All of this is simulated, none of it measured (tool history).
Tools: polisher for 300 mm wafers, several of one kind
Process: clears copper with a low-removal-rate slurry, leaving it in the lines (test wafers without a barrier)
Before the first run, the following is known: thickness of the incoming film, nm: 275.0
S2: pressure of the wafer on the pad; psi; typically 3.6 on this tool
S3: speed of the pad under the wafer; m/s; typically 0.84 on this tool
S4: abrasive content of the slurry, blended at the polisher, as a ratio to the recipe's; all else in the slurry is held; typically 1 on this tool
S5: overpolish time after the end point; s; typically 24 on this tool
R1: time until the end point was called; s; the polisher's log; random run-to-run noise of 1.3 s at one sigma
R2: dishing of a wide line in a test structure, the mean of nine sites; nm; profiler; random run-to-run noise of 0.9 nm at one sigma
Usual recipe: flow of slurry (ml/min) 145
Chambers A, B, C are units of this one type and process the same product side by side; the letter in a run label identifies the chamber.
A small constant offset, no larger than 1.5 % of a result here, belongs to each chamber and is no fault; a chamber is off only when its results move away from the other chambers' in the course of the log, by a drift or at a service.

{"hour": 10.6, "done": "chamber C: worn pad replaced by a new one"}
{"run": "1B", "hour": 10.8, "flow of slurry (ml/min)": 145, "S2": 3.6, "S3": 0.84, "S4": 1, "S5": 24, "R1": 80.254, "R2": 52.464}
{"run": "2C", "hour": 22.1, "flow of slurry (ml/min)": 145, "S2": 3.6, "S3": 0.84, "S4": 1, "S5": 24, "R1": 81.357, "R2": 54.232}
{"run": "3A", "hour": 30.0, "flow of slurry (ml/min)": 145, "S2": 3.6, "S3": 0.84, "S4": 1, "S5": 24, "R1": 83.034, "R2": 55.631}
{"hour": 35.5, "done": "chamber B: worn pad replaced by a new one"}
{"run": "4B", "hour": 42.4, "flow of slurry (ml/min)": 145, "S2": 3.6, "S3": 0.84, "S4": 1, "S5": 24, "R1": 81.429, "R2": 56.689}
{"run": "5C", "hour": 55.3, "flow of slurry (ml/min)": 145, "S2": 3.6, "S3": 0.84, "S4": 1, "S5": 24, "R1": 84.576, "R2": 54.483}
{"hour": 59.2, "done": "chamber A: worn pad replaced by a new one"}
{"run": "6A", "hour": 65.5, "flow of slurry (ml/min)": 145, "S2": 3.6, "S3": 0.84, "S4": 1, "S5": 24, "R1": 79.8, "R2": 54.609}
{"hour": 69.1, "done": "chamber C: slurry blender recalibrated"}
{"hour": 75.9, "done": "chamber C: worn pad replaced by a new one"}
{"run": "7B", "hour": 77.7, "flow of slurry (ml/min)": 145, "S2": 3.6, "S3": 0.84, "S4": 1, "S5": 24, "R1": 81.754, "R2": 54.402}
{"run": "8C", "hour": 91.4, "flow of slurry (ml/min)": 145, "S2": 3.6, "S3": 0.84, "S4": 1, "S5": 24, "R1": 84.333, "R2": 53.518}
{"run": "9A", "hour": 104.8, "flow of slurry (ml/min)": 145, "S2": 3.6, "S3": 0.84, "S4": 1, "S5": 24, "R1": 83.931, "R2": 54.18}
{"run": "10B", "hour": 120.4, "flow of slurry (ml/min)": 145, "S2": 3.6, "S3": 0.84, "S4": 1, "S5": 24, "R1": 81.784, "R2": 54.285}
{"run": "11A", "hour": 134.1, "flow of slurry (ml/min)": 145, "S2": 4.3, "S3": 0.84, "S4": 1.25, "S5": 24, "R1": 67.309, "R2": 62.977}
{"hour": 134.6, "done": "chamber C: worn pad replaced by a new one"}
{"hour": 135.2, "done": "chamber A: slurry blender recalibrated"}
{"run": "12C", "hour": 149.4, "flow of slurry (ml/min)": 145, "S2": 4.3, "S3": 0.84, "S4": 1.25, "S5": 24, "R1": 66.935, "R2": 63.078}
{"hour": 160.6, "done": "chamber B: worn pad replaced by a new one"}
{"run": "13C", "hour": 163.8, "flow of slurry (ml/min)": 145, "S2": 4.3, "S3": 0.84, "S4": 1.25, "S5": 24, "R1": 67.427, "R2": 64.149}
{"hour": 165.0, "done": "chamber A: slurry nozzle cleaned"}
{"run": "14A", "hour": 172.0, "flow of slurry (ml/min)": 145, "S2": 3.6, "S3": 0.84, "S4": 1, "S5": 24, "R1": 85.563, "R2": 52.419}
{"run": "15B", "hour": 182.7, "flow of slurry (ml/min)": 165, "S2": 3.6, "S3": 0.84, "S4": 1.2, "S5": 24, "R1": 75.831, "R2": 58.609}
{"run": "16A", "hour": 194.9, "flow of slurry (ml/min)": 165, "S2": 3.6, "S3": 0.84, "S4": 1.2, "S5": 24, "R1": 82.458, "R2": 53.513}
{"hour": 200.1, "done": "chamber C: worn pad replaced by a new one"}
{"run": "17C", "hour": 203.5, "flow of slurry (ml/min)": 165, "S2": 3.6, "S3": 0.84, "S4": 1.2, "S5": 24, "R1": 77.383, "R2": 56.379}
{"hour": 211.9, "done": "chamber A: worn pad replaced by a new one"}
{"run": "18B", "hour": 217.8, "flow of slurry (ml/min)": 145, "S2": 3.6, "S3": 0.84, "S4": 1, "S5": 24, "R1": 81.139, "R2": 54.611}
{"run": "19A", "hour": 232.4, "flow of slurry (ml/min)": 145, "S2": 3.6, "S3": 0.84, "S4": 1, "S5": 24, "R1": 89.232, "R2": 51.831}
{"run": "20C", "hour": 242.5, "flow of slurry (ml/min)": 145, "S2": 3.6, "S3": 0.84, "S4": 1, "S5": 24, "R1": 82.536, "R2": 53.255}
{"run": "21B", "hour": 256.5, "flow of slurry (ml/min)": 145, "S2": 3.6, "S3": 0.84, "S4": 1, "S5": 24, "R1": 79.396, "R2": 54.871}
{"hour": 258.0, "done": "chamber C: slurry blender recalibrated"}
{"run": "22B", "hour": 264.8, "flow of slurry (ml/min)": 145, "S2": 3.6, "S3": 0.84, "S4": 1, "S5": 24, "R1": 78.786, "R2": 54.249}
{"hour": 265.3, "done": "chamber C: worn pad replaced by a new one"}
{"run": "23C", "hour": 275.3, "flow of slurry (ml/min)": 145, "S2": 3.6, "S3": 0.84, "S4": 1, "S5": 24, "R1": 81.787, "R2": 52.84}
{"run": "24A", "hour": 287.9, "flow of slurry (ml/min)": 145, "S2": 3.6, "S3": 0.84, "S4": 1, "S5": 24, "R1": 91.326, "R2": 49.77}
{"run": "25C", "hour": 300.6, "flow of slurry (ml/min)": 145, "S2": 3.6, "S3": 0.84, "S4": 1, "S5": 24, "R1": 82.931, "R2": 54.402}

Predict what each chamber gives when all 3 of them run the settings below next.
{"run": "26A", "hour": 311.8, "flow of slurry (ml/min)": 145, "S2": 3.6, "S3": 0.84, "S4": 1, "S5": 24, "R1": "?", "R2": "?"}
{"run": "26B", "hour": 311.8, "flow of slurry (ml/min)": 145, "S2": 3.6, "S3": 0.84, "S4": 1, "S5": 24, "R1": "?", "R2": "?"}
{"run": "26C", "hour": 311.8, "flow of slurry (ml/min)": 145, "S2": 3.6, "S3": 0.84, "S4": 1, "S5": 24, "R1": "?", "R2": "?"}

run=26A R1=91.613 R2=48.113
run=26B R1=81.198 R2=54.665
run=26C R1=82.053 R2=52.828
